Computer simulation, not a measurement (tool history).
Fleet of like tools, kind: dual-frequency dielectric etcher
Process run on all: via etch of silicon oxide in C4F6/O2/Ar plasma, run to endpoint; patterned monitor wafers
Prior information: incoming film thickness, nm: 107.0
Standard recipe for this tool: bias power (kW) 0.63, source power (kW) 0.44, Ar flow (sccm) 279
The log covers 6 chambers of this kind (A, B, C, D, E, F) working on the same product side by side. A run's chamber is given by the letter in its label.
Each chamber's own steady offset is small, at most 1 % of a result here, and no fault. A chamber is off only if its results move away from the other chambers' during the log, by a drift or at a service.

| run | hour | bias power (kW) | source power (kW) | Ar flow (sccm) | endpoint time (s) |
|---|---|---|---|---|---|
| 1A | 6 | 0.63 | 0.44 | 279 | 20.548 |
|  | 10.8 | chamber B: wet clean of the chamber |
| 2F | 13.5 | 0.63 | 0.44 | 279 | 20.717 |
| 3B | 21.2 | 0.63 | 0.44 | 279 | 20.487 |
| 4E | 28.6 | 0.63 | 0.44 | 279 | 20.666 |
| 5C | 36.2 | 0.63 | 0.44 | 279 | 20.815 |
| 6D | 41.5 | 0.63 | 0.44 | 279 | 20.568 |
| 7E | 46.8 | 0.63 | 0.44 | 279 | 20.589 |
| 8C | 51.6 | 0.63 | 0.44 | 279 | 20.923 |
| 9D | 57.8 | 0.63 | 0.44 | 279 | 20.8 |
| 10B | 63.3 | 0.63 | 0.44 | 279 | 20.522 |
|  | 64.4 | chamber E: wet clean of the chamber |
| 11A | 71.4 | 0.63 | 0.44 | 279 | 20.554 |
| 12F | 76.7 | 0.63 | 0.44 | 279 | 20.819 |
| 13C | 86.4 | 0.63 | 0.44 | 279 | 20.807 |
| 14F | 93.3 | 0.63 | 0.44 | 279 | 20.824 |
|  | 97 | chamber C: wet clean of the chamber |
| 15B | 99.4 | 0.63 | 0.44 | 279 | 20.765 |
| 16E | 107.9 | 0.63 | 0.44 | 279 | 20.743 |
|  | 110.5 | chamber F: bias power generator calibrated |
| 17A | 112.5 | 0.63 | 0.44 | 279 | 20.585 |
| 18D | 119.6 | 0.63 | 0.44 | 279 | 20.521 |
| 19E | 124.9 | 0.63 | 0.44 | 279 | 20.593 |
| 20F | 132.8 | 0.63 | 0.44 | 279 | 20.588 |
| 21A | 141.8 | 0.63 | 0.44 | 279 | 20.991 |
| 22C | 149 | 0.63 | 0.44 | 279 | 20.856 |
| 23D | 157.9 | 0.63 | 0.44 | 279 | 20.609 |
| 24B | 166.2 | 0.63 | 0.44 | 279 | 20.516 |
| 25C | 175.5 | 0.546 | 0.44 | 241 | 21.786 |
|  | 178.9 | chamber F: wet clean of the chamber |
| 26E | 183.2 | 0.546 | 0.44 | 241 | 21.366 |
| 27B | 190.2 | 0.546 | 0.44 | 241 | 21.389 |
| 28A | 194.9 | 0.546 | 0.44 | 241 | 22.034 |
| 29F | 200.2 | 0.546 | 0.44 | 241 | 21.569 |
| 30D | 204.9 | 0.546 | 0.44 | 241 | 21.568 |
| 31C | 213.5 | 0.63 | 0.44 | 279 | 20.819 |
| 32E | 219.1 | 0.728 | 0.44 | 279 | 19.603 |
| 33A | 224.3 | 0.728 | 0.44 | 279 | 20.021 |
| 34F | 229.9 | 0.728 | 0.44 | 279 | 19.689 |
| 35D | 235.6 | 0.728 | 0.44 | 279 | 19.699 |
| 36B | 240.6 | 0.728 | 0.44 | 279 | 19.682 |
| 37F | 248.2 | 0.728 | 0.44 | 279 | 19.573 |
| 38A | 255.6 | 0.63 | 0.44 | 279 | 21.347 |
| 39C | 265.2 | 0.63 | 0.44 | 279 | 21.187 |
| 40E | 271.4 | 0.63 | 0.44 | 279 | 20.518 |
| 41D | 278.9 | 0.63 | 0.44 | 279 | 20.58 |

Next, all 6 chambers run the settings below, one line each with question marks for the results. What does each chamber give?
| 42A | 286.2 | 0.63 | 0.44 | 279 | ? |
| 42B | 286.2 | 0.63 | 0.44 | 279 | ? |
| 42C | 286.2 | 0.63 | 0.44 | 279 | ? |
| 42D | 286.2 | 0.63 | 0.44 | 279 | ? |
| 42E | 286.2 | 0.63 | 0.44 | 279 | ? |
| 42F | 286.2 | 0.63 | 0.44 | 279 | ? |

| run | endpoint time (s) |
|---|---|
| 42A | 21.172 |
| 42B | 20.643 |
| 42C | 21.009 |
| 42D | 20.587 |
| 42E | 20.522 |
| 42F | 20.7 |

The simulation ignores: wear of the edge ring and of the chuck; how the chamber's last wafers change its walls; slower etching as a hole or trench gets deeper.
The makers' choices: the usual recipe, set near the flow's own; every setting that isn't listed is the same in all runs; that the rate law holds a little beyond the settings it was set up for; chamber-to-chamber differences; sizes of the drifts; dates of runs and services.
